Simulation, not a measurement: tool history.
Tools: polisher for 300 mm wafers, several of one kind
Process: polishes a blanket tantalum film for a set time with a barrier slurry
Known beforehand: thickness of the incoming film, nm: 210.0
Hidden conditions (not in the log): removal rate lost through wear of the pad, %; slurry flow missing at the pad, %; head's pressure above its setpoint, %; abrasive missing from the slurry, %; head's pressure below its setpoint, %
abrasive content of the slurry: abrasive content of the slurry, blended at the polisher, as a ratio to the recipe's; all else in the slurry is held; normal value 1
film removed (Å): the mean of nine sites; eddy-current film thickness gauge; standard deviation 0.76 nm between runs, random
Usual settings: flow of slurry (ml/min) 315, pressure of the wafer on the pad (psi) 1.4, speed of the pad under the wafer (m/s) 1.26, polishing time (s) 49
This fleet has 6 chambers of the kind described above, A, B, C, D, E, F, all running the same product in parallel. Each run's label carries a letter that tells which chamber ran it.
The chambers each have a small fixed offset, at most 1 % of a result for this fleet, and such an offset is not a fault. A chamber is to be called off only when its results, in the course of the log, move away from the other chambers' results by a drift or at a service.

run   hour  flow of slurry (ml/min)  pressure of the wafer on the pad (psi)  speed of the pad under the wafer (m/s)  abrasive content of the slurry  polishing time (s)  wafers polished on this pad  hours since the slurry nozzle was cleaned  hours since the head pressure was calibrated  hours since the slurry blender was calibrated  film removed (Å)
 1A    4.7                      315                                     1.4                                    1.26                               1                  49                          840                                      142.3                                         257.6                                            134            740.29
       7.8  -- chamber B: worn pad replaced by a new one
 2B    8.9                      315                                     1.4                                    1.26                               1                  49                           10                                      314.8                                         615.3                                             47            739.17
 3E   13.8                      315                                     1.4                                    1.26                               1                  49                          410                                      427.9                                         251.4                                            237            728.41
      19.4  -- chamber A: worn pad replaced by a new one
 4D   20.6                      315                                     1.4                                    1.26                               1                  49                          958                                       39.2                                         636.1                                          154.8            738.81
      21.2  -- chamber D: worn pad replaced by a new one
        23  -- chamber C: slurry blender recalibrated
 5F     27                      315                                     1.4                                    1.26                               1                  49                          824                                      387.2                                         349.1                                           27.6            734.71
 6C   33.1                      315                                     1.4                                    1.26                               1                  49                          820                                      211.9                                         259.2                                           10.2            750.72
 7A   38.8                      315                                     1.4                                    1.26                               1                  49                          175                                      176.4                                         291.7                                          168.1            751.59
 8D   43.4                      315                                     1.4                                    1.26                               1                  49                          201                                         62                                         658.9                                          177.6            744.76
        45  -- chamber C: slurry nozzle cleaned
 9B   48.4                      315                                     1.4                                    1.26                               1                  49                          367                                      354.3                                         654.8                                           86.5            738.15
      51.1  -- chamber E: worn pad replaced by a new one
      52.6  -- chamber C: worn pad replaced by a new one
10E   53.2                      315                                     1.4                                    1.26                               1                  49                           19                                      467.3                                         290.8                                          276.4            736.99
11F   57.8                      315                                     1.4                                    1.26                               1                  49                         1102                                        418                                         379.9                                           58.4            737.93
      61.7  -- chamber F: worn pad replaced by a new one
12C   63.9                      315                                     1.4                                    1.26                               1                  49                          102                                         19                                           290                                             41            740.94
13B   68.8                      315                                     1.4                                    1.26                               1                  49                          552                                      374.7                                         675.2                                          106.9            754.64
14D   74.1                      315                                     1.4                                    1.26                               1                  49                          479                                       92.7                                         689.6                                          208.3            741.45
15C   79.5                      315                                     1.4                                    1.26                               1                  49                          243                                       34.6                                         305.6                                           56.6            724.04
16F   84.9                      315                                     1.4                                    1.26                               1                  49                          210                                      445.1                                           407                                           85.5            742.55
17A   89.3                      360                                     1.8                                    1.26                               1                  49                          632                                      226.9                                         342.2                                          218.6            955.27
18E   92.6                      360                                     1.8                                    1.26                               1                  49                          376                                      506.7                                         330.2                                          315.8            974.81
19F   96.3                      360                                     1.8                                    1.26                               1                  49                          313                                      456.5                                         418.4                                           96.9            953.31
20C  100.3                      360                                     1.8                                    1.26                               1                  49                          432                                       55.4                                         326.4                                           77.4            969.46
21A  104.2                      360                                     1.8                                    1.26                               1                  49                          767                                      241.8                                         357.1                                          233.5            957.12
22E  110.4                      360                                     1.8                                    1.26                               1                  49                          537                                      524.5                                           348                                          333.6            968.47
     112.2  -- chamber D: worn pad replaced by a new one
23B  113.7                      315                                     1.4                                    1.26                             1.2                  49                          958                                      419.6                                         720.1                                          151.8            799.05
     120.5  -- chamber B: slurry blender recalibrated
24D  120.6                      315                                     1.4                                    1.26                             1.2                  49                           76                                      139.2                                         736.1                                          254.8            775.16
     122.1  -- chamber B: slurry nozzle cleaned
25C  126.1                      315                                     1.4                                    1.26                             1.2                  49                          665                                       81.2                                         352.2                                          103.2            780.19
     128.7  -- chamber F: slurry blender recalibrated
26A  130.2                      315                                     1.4                                    1.26                             1.2                  49                         1002                                      267.8                                         383.1                                          259.5            778.32
     132.1  -- chamber E: worn pad replaced by a new one
27B  136.7                      315                                     1.4                                    1.26                             1.2                  49                         1166                                       14.6                                         743.1                                           16.2            820.96
     137.8  -- chamber A: worn pad replaced by a new one
     140.7  -- chamber B: worn pad replaced by a new one
28E  141.2                      315                                     1.4                                    1.26                             1.2                  49                           82                                      555.3                                         378.8                                          364.4            773.34
29D  146.2                      315                                     1.4                                    1.68                               1                  54                          307                                      164.8                                         761.7                                          280.4            1120.7
30F  150.2                      315                                     1.4                                    1.68                               1                  54                          800                                      510.4                                         472.3                                           21.6            1083.5
     153.7  -- chamber F: head pressure recalibrated
31F  154.9                      315                                     1.4                                    1.68                               1                  54                          843                                      515.1                                           1.2                                           26.3            1073.7
       161  -- chamber C: worn pad replaced by a new one
32E  161.9                      315                                     1.4                                    1.68                               1                  54                          270                                        576                                         399.5                                          385.1            1078.5
33A  168.5                      315                                     1.4                                    1.68                               1                  54                          278                                      306.1                                         421.4                                          297.8            1095.2
34B  175.4                      315                                     1.4                                    1.68                               1                  54                          314                                       53.3                                         781.8                                           54.9            1152.9
35C  179.6                      315                                     1.4                                    1.26                               1                  49                          168                                      134.7                                         405.7                                          156.7            739.28
36D  183.1                      315                                     1.4                                    1.26                               1                  49                          641                                      201.7                                         798.6                                          317.3            748.83
37F  189.6                      315                                     1.4                                    1.26                               1                  49                         1157                                      549.8                                          35.9                                             61             726.8
38C  192.7                      315                                     1.4                                    1.26                               1                  49                          287                                      147.8                                         418.8                                          169.8            721.16

All 6 chambers run these settings next. Forecast each chamber's results:
39A  197.7                      315                                     1.4                                    1.26                               1                  49                                                                                                                                                                                      ?
39B  197.7                      315                                     1.4                                    1.26                               1                  49                                                                                                                                                                                      ?
39C  197.7                      315                                     1.4                                    1.26                               1                  49                                                                                                                                                                                      ?
39D  197.7                      315                                     1.4                                    1.26                               1                  49                                                                                                                                                                                      ?
39E  197.7                      315                                     1.4                                    1.26                               1                  49                                                                                                                                                                                      ?
39F  197.7                      315                                     1.4                                    1.26                               1                  49                                                                                                                                                                                      ?

run  film removed (Å)
39A            730.04
39B            801.71
39C            734.31
39D             747.5
39E            722.63
39F            741.22
